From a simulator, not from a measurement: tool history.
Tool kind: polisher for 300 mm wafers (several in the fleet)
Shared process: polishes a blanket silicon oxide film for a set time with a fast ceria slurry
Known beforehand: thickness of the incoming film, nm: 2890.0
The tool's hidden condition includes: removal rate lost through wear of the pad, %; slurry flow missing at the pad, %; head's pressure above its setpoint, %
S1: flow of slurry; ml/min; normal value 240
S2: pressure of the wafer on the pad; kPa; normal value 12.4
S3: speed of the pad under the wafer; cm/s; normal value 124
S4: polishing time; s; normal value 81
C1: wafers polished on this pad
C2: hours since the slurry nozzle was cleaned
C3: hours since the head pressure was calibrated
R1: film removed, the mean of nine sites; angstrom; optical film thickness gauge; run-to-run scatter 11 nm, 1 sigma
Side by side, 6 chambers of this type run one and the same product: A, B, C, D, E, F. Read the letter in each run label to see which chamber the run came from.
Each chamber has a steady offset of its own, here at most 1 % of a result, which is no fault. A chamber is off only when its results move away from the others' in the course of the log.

{"hour": 3.3, "done": "chamber B: slurry nozzle cleaned"}
{"hour": 7.5, "done": "chamber D: worn pad replaced by a new one"}
{"run": "1B", "hour": 9.4, "S1": 240, "S2": 12.4, "S3": 124, "S4": 81, "C1": 551, "C2": 6.1, "C3": 259.5, "R1": 8865.7}
{"hour": 15.1, "done": "chamber F: worn pad replaced by a new one"}
{"run": "2D", "hour": 18.5, "S1": 240, "S2": 12.4, "S3": 124, "S4": 81, "C1": 73, "C2": 355.3, "C3": 223.9, "R1": 9035.5}
{"run": "3E", "hour": 34.8, "S1": 240, "S2": 12.4, "S3": 124, "S4": 81, "C1": 262, "C2": 182.2, "C3": 207.2, "R1": 9091.0}
{"run": "4F", "hour": 46.2, "S1": 240, "S2": 12.4, "S3": 124, "S4": 81, "C1": 206, "C2": 102.9, "C3": 1143.1, "R1": 9141.5}
{"hour": 51.2, "done": "chamber A: worn pad replaced by a new one"}
{"run": "5A", "hour": 57.3, "S1": 240, "S2": 12.4, "S3": 124, "S4": 71, "C1": 40, "C2": 323.6, "C3": 710.4, "R1": 7932.9}
{"hour": 57.4, "done": "chamber C: worn pad replaced by a new one"}
{"hour": 63.5, "done": "chamber B: worn pad replaced by a new one"}
{"hour": 64.0, "done": "chamber B: head pressure recalibrated"}
{"run": "6C", "hour": 67.3, "S1": 240, "S2": 12.4, "S3": 124, "S4": 71, "C1": 65, "C2": 208.0, "C3": 893.4, "R1": 8117.0}
{"run": "7D", "hour": 79.4, "S1": 240, "S2": 12.4, "S3": 124, "S4": 71, "C1": 476, "C2": 416.2, "C3": 284.8, "R1": 7825.1}
{"hour": 87.4, "done": "chamber C: head pressure recalibrated"}
{"run": "8C", "hour": 92.6, "S1": 240, "S2": 12.4, "S3": 124, "S4": 71, "C1": 233, "C2": 233.3, "C3": 5.3, "R1": 7863.6}
{"hour": 94.2, "done": "chamber E: slurry nozzle cleaned"}
{"run": "9B", "hour": 104.9, "S1": 240, "S2": 12.4, "S3": 124, "S4": 71, "C1": 275, "C2": 101.6, "C3": 41.0, "R1": 8038.2}
{"hour": 107.3, "done": "chamber F: head pressure recalibrated"}
{"run": "10A", "hour": 116.2, "S1": 240, "S2": 12.4, "S3": 124, "S4": 71, "C1": 431, "C2": 382.5, "C3": 769.3, "R1": 7944.6}
{"hour": 117.2, "done": "chamber F: worn pad replaced by a new one"}
{"run": "11E", "hour": 129.0, "S1": 240, "S2": 12.4, "S3": 124, "S4": 81, "C1": 886, "C2": 34.9, "C3": 301.4, "R1": 9219.5}
{"hour": 130.0, "done": "chamber A: worn pad replaced by a new one"}
{"run": "12F", "hour": 136.7, "S1": 240, "S2": 12.4, "S3": 124, "S4": 81, "C1": 129, "C2": 193.4, "C3": 29.5, "R1": 9246.9}
{"hour": 137.9, "done": "chamber D: worn pad replaced by a new one"}
{"run": "13E", "hour": 151.7, "S1": 240, "S2": 12.4, "S3": 124, "S4": 81, "C1": 1037, "C2": 57.6, "C3": 324.1, "R1": 9104.9}
{"hour": 151.8, "done": "chamber C: worn pad replaced by a new one"}
{"run": "14F", "hour": 159.7, "S1": 240, "S2": 12.4, "S3": 124, "S4": 81, "C1": 282, "C2": 216.4, "C3": 52.5, "R1": 9196.6}
{"run": "15D", "hour": 174.9, "S1": 240, "S2": 12.4, "S3": 124, "S4": 81, "C1": 245, "C2": 511.7, "C3": 380.3, "R1": 8769.2}
{"hour": 181.3, "done": "chamber E: worn pad replaced by a new one"}
{"run": "16C", "hour": 186.6, "S1": 240, "S2": 12.4, "S3": 124, "S4": 81, "C1": 231, "C2": 327.3, "C3": 99.3, "R1": 8959.0}
{"run": "17B", "hour": 194.6, "S1": 240, "S2": 12.4, "S3": 124, "S4": 81, "C1": 869, "C2": 191.3, "C3": 130.7, "R1": 8986.1}
{"hour": 198.6, "done": "chamber F: worn pad replaced by a new one"}
{"run": "18A", "hour": 206.5, "S1": 190, "S2": 12.4, "S3": 124, "S4": 59, "C1": 507, "C2": 472.8, "C3": 859.6, "R1": 6440.6}
{"hour": 206.9, "done": "chamber B: slurry nozzle cleaned"}
{"hour": 213.9, "done": "chamber A: worn pad replaced by a new one"}
{"run": "19E", "hour": 215.2, "S1": 190, "S2": 12.4, "S3": 124, "S4": 59, "C1": 225, "C2": 121.1, "C3": 387.6, "R1": 6462.2}
{"hour": 215.5, "done": "chamber B: worn pad replaced by a new one"}
{"run": "20D", "hour": 227.3, "S1": 190, "S2": 12.4, "S3": 124, "S4": 59, "C1": 592, "C2": 564.1, "C3": 432.7, "R1": 6347.8}
{"run": "21F", "hour": 236.7, "S1": 190, "S2": 12.4, "S3": 124, "S4": 59, "C1": 253, "C2": 293.4, "C3": 129.5, "R1": 6438.5}
{"hour": 244.4, "done": "chamber D: head pressure recalibrated"}
{"hour": 251.6, "done": "chamber C: worn pad replaced by a new one"}
{"run": "22A", "hour": 253.2, "S1": 190, "S2": 12.4, "S3": 124, "S4": 59, "C1": 260, "C2": 519.5, "C3": 906.3, "R1": 6359.2}
{"run": "23B", "hour": 266.7, "S1": 190, "S2": 12.4, "S3": 124, "S4": 59, "C1": 339, "C2": 59.9, "C3": 202.8, "R1": 6447.4}
{"run": "24C", "hour": 281.2, "S1": 240, "S2": 12.4, "S3": 124, "S4": 81, "C1": 196, "C2": 421.9, "C3": 193.9, "R1": 9076.9}
{"hour": 283.0, "done": "chamber F: worn pad replaced by a new one"}
{"hour": 287.5, "done": "chamber D: worn pad replaced by a new one"}
{"hour": 287.6, "done": "chamber A: slurry nozzle cleaned"}
{"hour": 292.2, "done": "chamber A: head pressure recalibrated"}
{"run": "25E", "hour": 293.4, "S1": 240, "S2": 12.4, "S3": 124, "S4": 81, "C1": 743, "C2": 199.3, "C3": 465.8, "R1": 9010.7}
{"run": "26C", "hour": 305.0, "S1": 240, "S2": 12.4, "S3": 124, "S4": 81, "C1": 354, "C2": 445.7, "C3": 217.7, "R1": 8982.5}
{"run": "27D", "hour": 315.1, "S1": 240, "S2": 12.4, "S3": 124, "S4": 81, "C1": 183, "C2": 651.9, "C3": 70.7, "R1": 8984.4}
{"hour": 317.5, "done": "chamber A: worn pad replaced by a new one"}
{"hour": 329.4, "done": "chamber E: head pressure recalibrated"}
{"run": "28B", "hour": 330.4, "S1": 240, "S2": 12.4, "S3": 124, "S4": 81, "C1": 762, "C2": 123.6, "C3": 266.5, "R1": 9103.2}
{"hour": 337.7, "done": "chamber E: slurry nozzle cleaned"}
{"run": "29A", "hour": 342.5, "S1": 240, "S2": 12.4, "S3": 124, "S4": 81, "C1": 166, "C2": 55.0, "C3": 50.4, "R1": 9087.1}
{"hour": 343.8, "done": "chamber C: worn pad replaced by a new one"}
{"hour": 354.9, "done": "chamber E: worn pad replaced by a new one"}
{"run": "30F", "hour": 358.9, "S1": 240, "S2": 12.4, "S3": 124, "S4": 81, "C1": 503, "C2": 415.6, "C3": 251.7, "R1": 8966.8}
{"hour": 363.6, "done": "chamber B: worn pad replaced by a new one"}
{"run": "31C", "hour": 371.4, "S1": 240, "S2": 12.4, "S3": 124, "S4": 81, "C1": 183, "C2": 512.1, "C3": 284.1, "R1": 9049.8}
{"hour": 374.5, "done": "chamber F: worn pad replaced by a new one"}
{"hour": 374.8, "done": "chamber B: head pressure recalibrated"}
{"run": "32B", "hour": 380.8, "S1": 240, "S2": 12.4, "S3": 154, "S4": 71, "C1": 114, "C2": 174.0, "C3": 6.0, "R1": 9851.3}
{"run": "33E", "hour": 394.5, "S1": 240, "S2": 12.4, "S3": 154, "S4": 71, "C1": 262, "C2": 56.9, "C3": 65.1, "R1": 10018.0}
{"run": "34A", "hour": 402.0, "S1": 240, "S2": 12.4, "S3": 154, "S4": 71, "C1": 560, "C2": 114.5, "C3": 109.9, "R1": 10039.0}
{"hour": 407.6, "done": "chamber A: worn pad replaced by a new one"}
{"run": "35F", "hour": 410.5, "S1": 240, "S2": 12.4, "S3": 154, "S4": 71, "C1": 238, "C2": 467.2, "C3": 303.3, "R1": 9824.3}
{"run": "36D", "hour": 425.0, "S1": 240, "S2": 12.4, "S3": 154, "S4": 71, "C1": 911, "C2": 761.8, "C3": 180.6, "R1": 9705.1}
{"hour": 433.3, "done": "chamber B: slurry nozzle cleaned"}
{"run": "37A", "hour": 435.5, "S1": 240, "S2": 12.4, "S3": 154, "S4": 71, "C1": 185, "C2": 148.0, "C3": 143.4, "R1": 9788.9}
{"hour": 435.8, "done": "chamber C: worn pad replaced by a new one"}
{"run": "38B", "hour": 447.3, "S1": 240, "S2": 12.4, "S3": 124, "S4": 81, "C1": 555, "C2": 14.0, "C3": 72.5, "R1": 9052.9}
{"run": "39C", "hour": 455.1, "S1": 240, "S2": 12.4, "S3": 124, "S4": 81, "C1": 128, "C2": 595.8, "C3": 367.8, "R1": 8983.3}

Next, all 6 chambers run the settings below, one line each with question marks for the results. What does each chamber give?
{"run": "40A", "hour": 467.0, "S1": 240, "S2": 12.4, "S3": 124, "S4": 72, "R1": "?"}
{"run": "40B", "hour": 467.0, "S1": 240, "S2": 12.4, "S3": 124, "S4": 72, "R1": "?"}
{"run": "40C", "hour": 467.0, "S1": 240, "S2": 12.4, "S3": 124, "S4": 72, "R1": "?"}
{"run": "40D", "hour": 467.0, "S1": 240, "S2": 12.4, "S3": 124, "S4": 72, "R1": "?"}
{"run": "40E", "hour": 467.0, "S1": 240, "S2": 12.4, "S3": 124, "S4": 72, "R1": "?"}
{"run": "40F", "hour": 467.0, "S1": 240, "S2": 12.4, "S3": 124, "S4": 72, "R1": "?"}

run=40A R1=8106.5
run=40B R1=7896.8
run=40C R1=8024.5
run=40D R1=7984.8
run=40E R1=7989.1
run=40F R1=8230.6
